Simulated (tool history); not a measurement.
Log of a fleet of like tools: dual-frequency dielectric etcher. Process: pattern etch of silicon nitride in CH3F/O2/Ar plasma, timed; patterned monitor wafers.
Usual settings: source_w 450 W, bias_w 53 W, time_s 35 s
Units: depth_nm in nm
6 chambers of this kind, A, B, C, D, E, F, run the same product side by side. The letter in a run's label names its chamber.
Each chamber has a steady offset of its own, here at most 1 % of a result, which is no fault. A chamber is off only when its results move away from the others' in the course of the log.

run	hour	source_w	bias_w	time_s	read-back reference wafer on the same gauge, depth_nm	depth_nm
1F	4.1	450	53	35	24.203	23.368
2B	12.7	450	53	35	24.199	23.062
3E	19.9	450	53	35	24.197	23.078
4D	26.3	450	53	35	24.191	23.029
5C	34.3	450	53	35	24.2	23.064
6A	42.3	450	53	35	24.196	23.196
7F	47.2	380	53	28.5	24.215	17.729
8B	54.1	380	53	28.5	24.218	17.601
9A	60.1	380	53	28.5	24.209	17.744
10D	68.7	380	53	28.5	24.199	17.532
# hour 73.2: chamber D: wet clean of the chamber
11C	75.1	380	53	28.5	24.202	17.703
12E	79.9	380	53	28.5	24.191	17.481
# hour 83.3: chamber A: wet clean of the chamber
13B	85.1	450	53	35	24.21	23.15
14F	91.7	450	53	35	24.195	23.354
15A	96.9	490	53	35	24.203	23.959
16C	105.3	490	53	35	24.208	23.88
# hour 107.1: chamber D: bias power generator calibrated
17E	109.7	490	53	35	24.195	23.855
18D	114	490	53	35	24.195	23.868
19A	121.5	490	53	35	24.199	23.986
20D	126.5	490	53	35	24.202	23.829
21F	131.8	370	44	35	24.202	20.403
22E	139.1	370	44	35	24.196	20.059
23B	146.1	370	44	35	24.196	20.245
24C	150.3	370	44	35	24.207	20.251
25D	156.4	370	44	35	24.186	20.021
26F	162	370	44	35	24.198	20.462
27B	168.2	450	53	43.5	24.199	28.708
28C	172.9	450	53	43.5	24.199	28.797
29E	178	450	53	43.5	24.211	28.59
30A	185.9	450	53	43.5	24.199	28.82
31B	191.9	450	53	43.5	24.193	28.661
32C	200	450	53	43.5	24.194	28.78
33A	205.1	450	53	27	24.188	17.935
34D	211.6	450	53	27	24.186	17.758
35F	215.9	450	53	27	24.202	17.923
36E	224.1	450	53	27	24.199	17.7
37C	232.7	450	53	27	24.183	17.81

All 6 chambers run these settings next. Forecast each chamber's results:
38A	239	450	57	35		?
38B	239	450	57	35		?
38C	239	450	57	35		?
38D	239	450	57	35		?
38E	239	450	57	35		?
38F	239	450	57	35		?

run	depth_nm
38A	23.672
38B	23.642
38C	23.734
38D	23.551
38E	23.554
38F	23.938
